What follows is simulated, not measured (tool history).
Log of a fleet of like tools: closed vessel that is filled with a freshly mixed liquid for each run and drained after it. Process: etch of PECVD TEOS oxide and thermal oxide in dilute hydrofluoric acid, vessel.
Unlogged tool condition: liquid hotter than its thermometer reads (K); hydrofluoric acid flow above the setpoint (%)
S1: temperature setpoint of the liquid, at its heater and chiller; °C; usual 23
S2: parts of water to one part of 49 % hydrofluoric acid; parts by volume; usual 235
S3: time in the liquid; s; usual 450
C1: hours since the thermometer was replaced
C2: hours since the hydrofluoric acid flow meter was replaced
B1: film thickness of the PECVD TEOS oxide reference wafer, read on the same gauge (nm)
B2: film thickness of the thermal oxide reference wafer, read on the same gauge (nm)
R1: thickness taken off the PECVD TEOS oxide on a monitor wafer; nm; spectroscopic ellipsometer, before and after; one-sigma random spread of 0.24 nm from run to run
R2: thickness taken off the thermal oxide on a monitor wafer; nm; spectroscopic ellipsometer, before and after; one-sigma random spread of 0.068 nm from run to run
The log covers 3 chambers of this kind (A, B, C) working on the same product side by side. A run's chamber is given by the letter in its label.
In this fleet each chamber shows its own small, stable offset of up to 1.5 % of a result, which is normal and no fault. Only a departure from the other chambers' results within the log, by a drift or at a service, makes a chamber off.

{"run": "1C", "day": 0.212, "S1": 23, "S2": 235, "S3": 450, "C1": 1647.8, "C2": 505.8, "B1": 29.923, "B2": 140, "R1": 25.407, "R2": 7.6587}
{"run": "2B", "day": 0.388, "S1": 23, "S2": 235, "S3": 450, "C1": 737.3, "C2": 1631.5, "B1": 29.986, "B2": 139.99, "R1": 25.067, "R2": 7.687}
{"run": "3A", "day": 0.554, "S1": 23, "S2": 235, "S3": 450, "C1": 261.6, "C2": 1236.2, "B1": 30.016, "B2": 139.98, "R1": 24.935, "R2": 7.5595}
{"run": "4B", "day": 0.696, "S1": 23, "S2": 235, "S3": 450, "C1": 744.7, "C2": 1638.9, "B1": 29.988, "B2": 140, "R1": 24.707, "R2": 7.6162}
{"run": "5C", "day": 0.917, "S1": 23, "S2": 235, "S3": 450, "C1": 1664.7, "C2": 522.7, "B1": 30.05, "B2": 139.99, "R1": 25.526, "R2": 7.7055}
{"run": "6A", "day": 1.175, "S1": 23, "S2": 235, "S3": 450, "C1": 276.5, "C2": 1251.1, "B1": 29.967, "B2": 140.02, "R1": 25.07, "R2": 7.5342}
{"run": "7B", "day": 1.338, "S1": 23, "S2": 235, "S3": 450, "C1": 760.1, "C2": 1654.3, "B1": 30.044, "B2": 139.98, "R1": 25.035, "R2": 7.829}
{"run": "8C", "day": 1.617, "S1": 23, "S2": 235, "S3": 450, "C1": 1681.5, "C2": 539.5, "B1": 30, "B2": 140.06, "R1": 25.593, "R2": 7.6348}
{"run": "9A", "day": 1.858, "S1": 23, "S2": 235, "S3": 450, "C1": 292.9, "C2": 1267.5, "B1": 29.983, "B2": 140.04, "R1": 25, "R2": 7.5518}
{"run": "10B", "day": 2.104, "S1": 23, "S2": 235, "S3": 450, "C1": 778.5, "C2": 1672.7, "B1": 30.022, "B2": 139.99, "R1": 25.04, "R2": 7.7225}
{"run": "11C", "day": 2.379, "S1": 23, "S2": 345, "S3": 450, "C1": 1699.8, "C2": 557.8, "B1": 29.941, "B2": 140, "R1": 15.554, "R2": 4.6841}
{"run": "12A", "day": 2.588, "S1": 23, "S2": 345, "S3": 450, "C1": 310.4, "C2": 1285, "B1": 29.957, "B2": 140.01, "R1": 15.384, "R2": 4.6718}
{"run": "13C", "day": 2.821, "S1": 23, "S2": 345, "S3": 450, "C1": 1710.4, "C2": 568.4, "B1": 30.023, "B2": 140.02, "R1": 15.337, "R2": 4.6959}
{"run": "14B", "day": 3.083, "S1": 23, "S2": 235, "S3": 450, "C1": 802, "C2": 1696.2, "B1": 29.969, "B2": 139.99, "R1": 25.341, "R2": 7.8219}
{"run": "15A", "day": 3.312, "S1": 23, "S2": 235, "S3": 450, "C1": 327.8, "C2": 1302.4, "B1": 30.016, "B2": 139.96, "R1": 24.935, "R2": 7.6964}
{"run": "16B", "day": 3.533, "S1": 23, "S2": 235, "S3": 450, "C1": 812.8, "C2": 1707, "B1": 29.977, "B2": 140, "R1": 25.878, "R2": 7.8486}
{"run": "17C", "day": 3.733, "S1": 23, "S2": 235, "S3": 450, "C1": 1732.3, "C2": 590.3, "B1": 29.988, "B2": 139.98, "R1": 25.404, "R2": 7.7156}
{"run": "18A", "day": 3.875, "S1": 23, "S2": 235, "S3": 450, "C1": 341.3, "C2": 1315.9, "B1": 29.959, "B2": 140.01, "R1": 24.818, "R2": 7.7465}
{"run": "19A", "day": 4.058, "S1": 23, "S2": 235, "S3": 450, "C1": 345.7, "C2": 1320.3, "B1": 29.979, "B2": 140.02, "R1": 24.871, "R2": 7.7852}
{"run": "20C", "day": 4.271, "S1": 23, "S2": 235, "S3": 450, "C1": 1745.2, "C2": 603.2, "B1": 29.972, "B2": 140, "R1": 25.385, "R2": 7.6909}
{"run": "21B", "day": 4.55, "S1": 23, "S2": 155, "S3": 680, "C1": 837.2, "C2": 1731.4, "B1": 30.017, "B2": 140.01, "R1": 64.607, "R2": 19.906}
{"run": "22B", "day": 4.754, "S1": 23, "S2": 155, "S3": 680, "C1": 842.1, "C2": 1736.3, "B1": 29.987, "B2": 140.02, "R1": 65.615, "R2": 20.031}
{"run": "23A", "day": 4.992, "S1": 23, "S2": 155, "S3": 680, "C1": 368.1, "C2": 1342.7, "B1": 29.977, "B2": 140.05, "R1": 62.072, "R2": 19.058}
{"run": "24C", "day": 5.121, "S1": 23, "S2": 340, "S3": 450, "C1": 1765.6, "C2": 623.6, "B1": 30.007, "B2": 140.03, "R1": 15.968, "R2": 4.8576}
{"run": "25C", "day": 5.304, "S1": 23, "S2": 340, "S3": 450, "C1": 1770, "C2": 628, "B1": 30.019, "B2": 140.01, "R1": 15.894, "R2": 4.7926}
{"run": "26A", "day": 5.55, "S1": 23, "S2": 340, "S3": 450, "C1": 381.5, "C2": 1356.1, "B1": 30, "B2": 140.01, "R1": 15.631, "R2": 4.8014}
{"run": "27B", "day": 5.775, "S1": 23, "S2": 235, "S3": 450, "C1": 866.6, "C2": 1760.8, "B1": 30.008, "B2": 139.92, "R1": 26.835, "R2": 8.1366}
{"run": "28C", "day": 6.025, "S1": 23, "S2": 235, "S3": 450, "C1": 1787.3, "C2": 645.3, "B1": 30.013, "B2": 139.97, "R1": 25.331, "R2": 7.7586}
{"run": "29A", "day": 6.288, "S1": 23, "S2": 235, "S3": 450, "C1": 399.2, "C2": 1373.8, "B1": 30.029, "B2": 140.05, "R1": 24.987, "R2": 7.6481}
{"run": "30B", "day": 6.442, "S1": 23, "S2": 235, "S3": 450, "C1": 882.6, "C2": 1776.8, "B1": 30.028, "B2": 140.02, "R1": 26.711, "R2": 8.1299}
{"run": "31C", "day": 6.612, "S1": 27.5, "S2": 315, "S3": 450, "C1": 1801.4, "C2": 659.4, "B1": 30.039, "B2": 139.98, "R1": 20.597, "R2": 6.2245}
{"run": "32B", "day": 6.875, "S1": 27.5, "S2": 315, "S3": 450, "C1": 893, "C2": 1787.2, "B1": 29.982, "B2": 140.04, "R1": 21.351, "R2": 6.6357}
{"run": "33A", "day": 7.067, "S1": 27.5, "S2": 315, "S3": 450, "C1": 417.9, "C2": 1392.5, "B1": 30.01, "B2": 139.99, "R1": 19.781, "R2": 6.1368}
{"run": "34A", "day": 7.333, "S1": 23, "S2": 235, "S3": 450, "C1": 424.3, "C2": 1398.9, "B1": 29.966, "B2": 140, "R1": 24.7, "R2": 7.6693}
{"run": "35C", "day": 7.612, "S1": 23, "S2": 235, "S3": 450, "C1": 1825.4, "C2": 683.4, "B1": 30.012, "B2": 139.96, "R1": 25.568, "R2": 7.7641}
{"run": "36B", "day": 7.75, "S1": 23, "S2": 235, "S3": 450, "C1": 914, "C2": 1808.2, "B1": 30, "B2": 139.98, "R1": 26.828, "R2": 8.1441}
{"run": "37B", "day": 7.883, "S1": 23, "S2": 235, "S3": 450, "C1": 917.2, "C2": 1811.4, "B1": 30.002, "B2": 140.01, "R1": 27.077, "R2": 8.378}
{"run": "38A", "day": 8.146, "S1": 23, "S2": 235, "S3": 450, "C1": 443.8, "C2": 1418.4, "B1": 29.986, "B2": 140.02, "R1": 24.741, "R2": 7.6167}
{"run": "39C", "day": 8.379, "S1": 23, "S2": 235, "S3": 450, "C1": 1843.8, "C2": 701.8, "B1": 29.953, "B2": 139.95, "R1": 25.157, "R2": 7.8063}
{"run": "40A", "day": 8.504, "S1": 23, "S2": 235, "S3": 450, "C1": 452.4, "C2": 1427, "B1": 29.948, "B2": 139.99, "R1": 25.056, "R2": 7.6998}

What goes on in this fleet: one chamber off, a drifting gauge, or nothing beyond the chambers' own small offsets? Name the chamber and the cause, if any.

Little by little, chamber B moves away from the other chambers.
Most likely cause: hydrofluoric acid flow above the setpoint (%) = 7.55.
The log may not separate it from: liquid hotter than its thermometer reads (K).

Which of the 4 candidates below, each the usual settings with something changed and its results left as question marks, puts chamber B back in line with what the other chambers give on the usual settings?
To be in line, a result may differ from the other chambers' mean on the usual settings by at most: R1 0.85 nm; R2 0.24 nm
{"run": "41B-1", "day": 8.704, "S1": 23, "S2": 225, "S3": 470, "R1": "?", "R2": "?"}
{"run": "41B-2", "day": 8.704, "S1": 23, "S2": 215, "S3": 490, "R1": "?", "R2": "?"}
{"run": "41B-3", "day": 8.704, "S1": 23, "S2": 245, "S3": 430, "R1": "?", "R2": "?"}
{"run": "41B-4", "day": 8.704, "S1": 23, "S2": 255, "S3": 410, "R1": "?", "R2": "?"}

What the other chambers average on the usual settings: R1 25.264 nm; R2 7.7016 nm
run=41B-1 R1=30.512 R2=9.2603
run=41B-2 R1=33.614 R2=10.202
run=41B-3 R1=25.149 R2=7.6327
run=41B-4 R1=22.824 R2=6.9269
Change 41B-3 lands the chamber within the allowed miss of the other chambers.
